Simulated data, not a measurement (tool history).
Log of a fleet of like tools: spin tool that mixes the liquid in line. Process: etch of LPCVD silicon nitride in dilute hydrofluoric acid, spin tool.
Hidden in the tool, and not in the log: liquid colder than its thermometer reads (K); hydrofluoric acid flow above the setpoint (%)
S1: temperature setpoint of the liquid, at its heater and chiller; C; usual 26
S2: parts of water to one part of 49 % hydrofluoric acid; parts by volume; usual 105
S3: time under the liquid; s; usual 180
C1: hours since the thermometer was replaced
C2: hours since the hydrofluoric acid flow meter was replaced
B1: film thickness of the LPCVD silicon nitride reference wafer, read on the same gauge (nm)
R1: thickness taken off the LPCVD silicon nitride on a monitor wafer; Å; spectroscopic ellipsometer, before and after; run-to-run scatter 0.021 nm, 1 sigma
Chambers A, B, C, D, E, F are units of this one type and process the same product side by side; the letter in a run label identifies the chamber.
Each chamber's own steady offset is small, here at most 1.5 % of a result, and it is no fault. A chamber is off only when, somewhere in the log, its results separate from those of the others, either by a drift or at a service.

{"run": "1E", "day": 0.496, "S1": 26, "S2": 105, "S3": 180, "C1": 875.1, "C2": 25.7, "B1": 79.978, "R1": 10.228}
{"run": "2D", "day": 0.912, "S1": 26, "S2": 105, "S3": 180, "C1": 1202.4, "C2": 52.1, "B1": 79.999, "R1": 9.9712}
{"run": "3F", "day": 1.55, "S1": 26, "S2": 105, "S3": 180, "C1": 96.3, "C2": 1124.3, "B1": 80.035, "R1": 10.026}
{"run": "4C", "day": 1.892, "S1": 26, "S2": 105, "S3": 180, "C1": 473.2, "C2": 685, "B1": 80.005, "R1": 10.485}
{"run": "5B", "day": 2.375, "S1": 30, "S2": 105, "S3": 180, "C1": 844.2, "C2": 639.7, "B1": 80.024, "R1": 12.773}
{"run": "6A", "day": 2.929, "S1": 30, "S2": 105, "S3": 180, "C1": 544.6, "C2": 334.5, "B1": 79.955, "R1": 12.869}
{"run": "7E", "day": 3.446, "S1": 30, "S2": 105, "S3": 180, "C1": 945.9, "C2": 96.5, "B1": 80.057, "R1": 13.03}
{"run": "8D", "day": 3.912, "S1": 30, "S2": 105, "S3": 180, "C1": 1274.4, "C2": 124.1, "B1": 79.998, "R1": 12.815}
{"run": "9C", "day": 4.417, "S1": 30, "S2": 105, "S3": 180, "C1": 533.8, "C2": 745.6, "B1": 80.012, "R1": 12.804}
{"run": "10B", "day": 4.992, "S1": 30, "S2": 105, "S3": 180, "C1": 907, "C2": 702.5, "B1": 79.989, "R1": 12.803}
{"run": "11F", "day": 5.371, "S1": 26, "S2": 105, "S3": 180, "C1": 188, "C2": 1216, "B1": 79.992, "R1": 10.342}
{"run": "12A", "day": 5.812, "S1": 26, "S2": 105, "S3": 180, "C1": 613.8, "C2": 403.7, "B1": 80.01, "R1": 9.8382}
{"day": 6.058, "done": "chamber C: thermometer replaced"}
{"run": "13F", "day": 6.271, "S1": 26, "S2": 105, "S3": 180, "C1": 209.6, "C2": 1237.6, "B1": 79.998, "R1": 9.9389}
{"run": "14E", "day": 6.825, "S1": 26, "S2": 105, "S3": 180, "C1": 1027, "C2": 177.6, "B1": 80.02, "R1": 9.9664}
{"run": "15A", "day": 7.1, "S1": 26, "S2": 105, "S3": 180, "C1": 644.7, "C2": 434.6, "B1": 79.967, "R1": 10.091}
{"run": "16C", "day": 7.588, "S1": 26, "S2": 105, "S3": 180, "C1": 36.8, "C2": 821.7, "B1": 80.022, "R1": 10.294}
{"run": "17B", "day": 8.05, "S1": 26, "S2": 105, "S3": 180, "C1": 980.4, "C2": 775.9, "B1": 79.986, "R1": 9.9362}
{"run": "18D", "day": 8.388, "S1": 26, "S2": 105, "S3": 180, "C1": 1381.8, "C2": 231.5, "B1": 79.99, "R1": 10.068}
{"run": "19C", "day": 8.712, "S1": 26, "S2": 105, "S3": 180, "C1": 63.8, "C2": 848.7, "B1": 79.971, "R1": 10.42}
{"run": "20F", "day": 9.304, "S1": 26, "S2": 105, "S3": 180, "C1": 282.4, "C2": 1310.4, "B1": 79.968, "R1": 10.335}
{"run": "21A", "day": 9.671, "S1": 26, "S2": 105, "S3": 180, "C1": 706.4, "C2": 496.3, "B1": 79.953, "R1": 10.136}
{"run": "22B", "day": 10.292, "S1": 26, "S2": 105, "S3": 180, "C1": 1034.2, "C2": 829.7, "B1": 79.995, "R1": 10.249}
{"run": "23E", "day": 10.638, "S1": 27.5, "S2": 105, "S3": 260, "C1": 1118.5, "C2": 269.1, "B1": 80.014, "R1": 14.993}
{"run": "24D", "day": 11.242, "S1": 27.5, "S2": 105, "S3": 260, "C1": 1450.3, "C2": 300, "B1": 79.97, "R1": 15.958}
{"run": "25E", "day": 11.658, "S1": 27.5, "S2": 105, "S3": 260, "C1": 1143, "C2": 293.6, "B1": 79.977, "R1": 14.55}
{"run": "26C", "day": 12.092, "S1": 27.5, "S2": 105, "S3": 260, "C1": 144.9, "C2": 929.8, "B1": 80.025, "R1": 15.976}
{"run": "27A", "day": 12.662, "S1": 27.5, "S2": 105, "S3": 260, "C1": 778.2, "C2": 568.1, "B1": 79.99, "R1": 16.956}
{"run": "28F", "day": 13.15, "S1": 27.5, "S2": 105, "S3": 260, "C1": 374.7, "C2": 1402.7, "B1": 79.975, "R1": 16.606}
{"run": "29B", "day": 13.588, "S1": 26, "S2": 105, "S3": 180, "C1": 1113.3, "C2": 908.8, "B1": 79.949, "R1": 9.711}
{"run": "30D", "day": 14.225, "S1": 26, "S2": 105, "S3": 180, "C1": 1521.9, "C2": 371.6, "B1": 80.034, "R1": 10.275}
{"run": "31B", "day": 14.525, "S1": 26, "S2": 105, "S3": 180, "C1": 1135.8, "C2": 931.3, "B1": 79.971, "R1": 10.212}
{"day": 14.871, "done": "chamber F: hydrofluoric acid flow meter replaced"}
{"run": "32D", "day": 14.979, "S1": 26, "S2": 105, "S3": 180, "C1": 1540, "C2": 389.7, "B1": 79.984, "R1": 9.9177}
{"run": "33C", "day": 15.425, "S1": 26, "S2": 105, "S3": 180, "C1": 224.9, "C2": 1009.8, "B1": 79.963, "R1": 10.757}
{"run": "34F", "day": 15.838, "S1": 26, "S2": 145, "S3": 130, "C1": 439.2, "C2": 23.3, "B1": 79.97, "R1": 5.2868}
{"run": "35E", "day": 16.138, "S1": 26, "S2": 145, "S3": 130, "C1": 1250.5, "C2": 401.1, "B1": 80.026, "R1": 4.8042}
{"run": "36A", "day": 16.738, "S1": 26, "S2": 145, "S3": 130, "C1": 876, "C2": 665.9, "B1": 79.983, "R1": 5.2887}
{"run": "37A", "day": 17.058, "S1": 26, "S2": 145, "S3": 130, "C1": 883.7, "C2": 673.6, "B1": 80, "R1": 5.1768}
{"run": "38C", "day": 17.658, "S1": 26, "S2": 145, "S3": 130, "C1": 278.5, "C2": 1063.4, "B1": 80.004, "R1": 5.5391}
{"run": "39E", "day": 18.171, "S1": 26, "S2": 145, "S3": 130, "C1": 1299.3, "C2": 449.9, "B1": 79.987, "R1": 4.7357}

What goes on in this fleet: one chamber off, a drifting gauge, or nothing beyond the chambers' own small offsets? Name the chamber and the cause, if any.

Chamber E drifts away from the others.
What lies behind it: liquid colder than its thermometer reads (K) = 1.9.
The log may not tell that from: hydrofluoric acid flow below the setpoint (%).

Below are 4 candidate recipes for chamber E's next run, each the usual settings with a change, their results shown as question marks. Which of them brings E's results back in line with what the other chambers give on the usual settings?
In-line tolerance around the mean of the other chambers on the usual settings: R1 0.72 Å
{"run": "40E-1", "day": 18.633, "S1": 26.5, "S2": 100, "S3": 195, "R1": "?"}
{"run": "40E-2", "day": 18.633, "S1": 26.5, "S2": 95, "S3": 205, "R1": "?"}
{"run": "40E-3", "day": 18.633, "S1": 26, "S2": 140, "S3": 180, "R1": "?"}
{"run": "40E-4", "day": 18.633, "S1": 25.5, "S2": 110, "S3": 170, "R1": "?"}

On the usual settings, the other chambers give on average: R1 10.169 Å
run=40E-1 R1=10.405
run=40E-2 R1=11.504
run=40E-3 R1=6.6719
run=40E-4 R1=7.7304
With 40E-1, the chamber falls back in line with the rest.
